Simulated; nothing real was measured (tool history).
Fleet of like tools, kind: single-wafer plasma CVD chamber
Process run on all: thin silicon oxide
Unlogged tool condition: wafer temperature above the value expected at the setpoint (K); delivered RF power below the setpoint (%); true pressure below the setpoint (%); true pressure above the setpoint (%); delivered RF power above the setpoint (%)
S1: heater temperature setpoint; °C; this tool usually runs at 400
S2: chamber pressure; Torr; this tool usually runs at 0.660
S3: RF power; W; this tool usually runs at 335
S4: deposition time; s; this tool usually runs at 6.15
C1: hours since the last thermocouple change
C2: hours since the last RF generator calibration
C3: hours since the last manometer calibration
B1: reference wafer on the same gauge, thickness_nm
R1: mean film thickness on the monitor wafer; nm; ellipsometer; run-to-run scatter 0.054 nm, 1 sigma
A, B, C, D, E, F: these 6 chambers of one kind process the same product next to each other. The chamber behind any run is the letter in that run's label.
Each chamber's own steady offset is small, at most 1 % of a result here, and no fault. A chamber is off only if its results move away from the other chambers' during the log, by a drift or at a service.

-- day=0.200 chamber B: thermocouple changed; heater temperature recalibrated
run 1F day=0.250 | S1=400 S2=0.660 S3=335 S4=6.15 | C1=97.5 C2=132.3 C3=85.6 | B1=11.101 | R1=9.6989
run 2D day=0.442 | S1=400 S2=0.660 S3=335 S4=6.15 | C1=350.4 C2=826.6 C3=72.3 | B1=11.076 | R1=9.6528
run 3A day=0.658 | S1=400 S2=0.660 S3=335 S4=6.15 | C1=1254.7 C2=1214.5 C3=756.2 | B1=11.074 | R1=9.7664
run 4E day=0.908 | S1=400 S2=0.660 S3=335 S4=6.15 | C1=800.8 C2=672.4 C3=984.4 | B1=11.083 | R1=9.6373
run 5B day=1.142 | S1=400 S2=0.660 S3=335 S4=6.15 | C1=22.7 C2=108.8 C3=1212.1 | B1=11.060 | R1=9.7531
run 6C day=1.358 | S1=400 S2=0.660 S3=335 S4=6.15 | C1=515.6 C2=565.3 C3=1415.8 | B1=11.094 | R1=9.7921
run 7C day=1.646 | S1=400 S2=0.660 S3=335 S4=6.15 | C1=522.5 C2=572.2 C3=1422.7 | B1=11.082 | R1=9.7023
run 8E day=1.904 | S1=400 S2=0.660 S3=335 S4=6.15 | C1=824.7 C2=696.3 C3=1008.3 | B1=11.082 | R1=9.7305
run 9B day=2.150 | S1=400 S2=0.660 S3=335 S4=6.86 | C1=46.9 C2=133.0 C3=1236.3 | B1=11.083 | R1=10.8830
run 10F day=2.429 | S1=400 S2=0.660 S3=335 S4=6.86 | C1=149.8 C2=184.6 C3=137.9 | B1=11.064 | R1=10.8780
run 11D day=2.642 | S1=400 S2=0.660 S3=335 S4=6.86 | C1=403.2 C2=879.4 C3=125.1 | B1=11.067 | R1=10.8490
run 12A day=2.833 | S1=400 S2=0.660 S3=335 S4=6.86 | C1=1306.9 C2=1266.7 C3=808.4 | B1=11.077 | R1=10.6650
run 13A day=3.021 | S1=400 S2=0.660 S3=335 S4=6.86 | C1=1311.4 C2=1271.2 C3=812.9 | B1=11.073 | R1=10.8640
run 14B day=3.275 | S1=400 S2=0.660 S3=335 S4=6.86 | C1=73.9 C2=160.0 C3=1263.3 | B1=11.084 | R1=10.9690
run 15D day=3.533 | S1=400 S2=0.660 S3=335 S4=6.15 | C1=424.6 C2=900.8 C3=146.5 | B1=11.072 | R1=9.6448
run 16C day=3.750 | S1=400 S2=0.660 S3=335 S4=6.15 | C1=573.0 C2=622.7 C3=1473.2 | B1=11.075 | R1=9.7720
run 17F day=3.962 | S1=400 S2=0.660 S3=335 S4=6.15 | C1=186.6 C2=221.4 C3=174.7 | B1=11.085 | R1=9.7954
run 18E day=4.183 | S1=400 S2=0.660 S3=335 S4=6.15 | C1=879.4 C2=751.0 C3=1063.0 | B1=11.072 | R1=9.6131
run 19F day=4.392 | S1=400 S2=0.660 S3=335 S4=6.15 | C1=196.9 C2=231.7 C3=185.0 | B1=11.082 | R1=9.7948
run 20D day=4.662 | S1=400 S2=0.660 S3=335 S4=6.15 | C1=451.7 C2=927.9 C3=173.6 | B1=11.069 | R1=9.6662
run 21B day=4.804 | S1=400 S2=0.660 S3=335 S4=6.15 | C1=110.6 C2=196.7 C3=1300.0 | B1=11.076 | R1=9.7329
run 22A day=5.071 | S1=400 S2=0.660 S3=335 S4=6.15 | C1=1360.6 C2=1320.4 C3=862.1 | B1=11.082 | R1=9.5408
run 23C day=5.262 | S1=400 S2=0.660 S3=335 S4=6.15 | C1=609.3 C2=659.0 C3=1509.5 | B1=11.083 | R1=9.8018
run 24E day=5.433 | S1=400 S2=0.660 S3=335 S4=6.15 | C1=909.4 C2=781.0 C3=1093.0 | B1=11.084 | R1=9.6368
run 25E day=5.625 | S1=400 S2=0.599 S3=335 S4=6.15 | C1=914.0 C2=785.6 C3=1097.6 | B1=11.058 | R1=8.7116
run 26F day=5.892 | S1=400 S2=0.599 S3=335 S4=6.15 | C1=232.9 C2=267.7 C3=221.0 | B1=11.076 | R1=8.7006
run 27B day=6.100 | S1=400 S2=0.599 S3=335 S4=6.15 | C1=141.7 C2=227.8 C3=1331.1 | B1=11.083 | R1=8.7139
run 28C day=6.250 | S1=400 S2=0.599 S3=335 S4=6.15 | C1=633.0 C2=682.7 C3=1533.2 | B1=11.090 | R1=8.7707
-- day=6.304 chamber B: capacitance manometer re-zeroed and calibrated
run 29A day=6.554 | S1=400 S2=0.599 S3=335 S4=6.15 | C1=1396.2 C2=1356.0 C3=897.7 | B1=11.078 | R1=8.5280
run 30D day=6.825 | S1=400 S2=0.599 S3=335 S4=6.15 | C1=503.6 C2=979.8 C3=225.5 | B1=11.084 | R1=8.7670
run 31F day=6.979 | S1=400 S2=0.660 S3=335 S4=6.15 | C1=259.0 C2=293.8 C3=247.1 | B1=11.071 | R1=9.8171
run 32C day=7.279 | S1=400 S2=0.660 S3=335 S4=6.15 | C1=657.7 C2=707.4 C3=1557.9 | B1=11.084 | R1=9.7655
-- day=7.504 chamber A: RF generator calibrated
run 33E day=7.521 | S1=400 S2=0.660 S3=335 S4=6.15 | C1=959.5 C2=831.1 C3=1143.1 | B1=11.085 | R1=9.7975
run 34D day=7.792 | S1=400 S2=0.660 S3=335 S4=6.15 | C1=526.8 C2=1003.0 C3=248.7 | B1=11.079 | R1=9.7526
run 35A day=8.088 | S1=386 S2=0.660 S3=335 S4=5.73 | C1=1433.0 C2=14.1 C3=934.5 | B1=11.082 | R1=8.9489
run 36B day=8.296 | S1=386 S2=0.660 S3=335 S4=5.73 | C1=194.4 C2=280.5 C3=47.9 | B1=11.087 | R1=9.1076
run 37B day=8.504 | S1=386 S2=0.660 S3=335 S4=5.73 | C1=199.4 C2=285.5 C3=52.9 | B1=11.066 | R1=9.1483

Next, every chamber runs the same settings. What will each give?
run 38A day=8.721 | S1=400 S2=0.660 S3=335 S4=6.15 | R1=?
run 38B day=8.721 | S1=400 S2=0.660 S3=335 S4=6.15 | R1=?
run 38C day=8.721 | S1=400 S2=0.660 S3=335 S4=6.15 | R1=?
run 38D day=8.721 | S1=400 S2=0.660 S3=335 S4=6.15 | R1=?
run 38E day=8.721 | S1=400 S2=0.660 S3=335 S4=6.15 | R1=?
run 38F day=8.721 | S1=400 S2=0.660 S3=335 S4=6.15 | R1=?

run=38A R1=9.2641
run=38B R1=9.6889
run=38C R1=9.7348
run=38D R1=9.7076
run=38E R1=9.6226
run=38F R1=9.8374
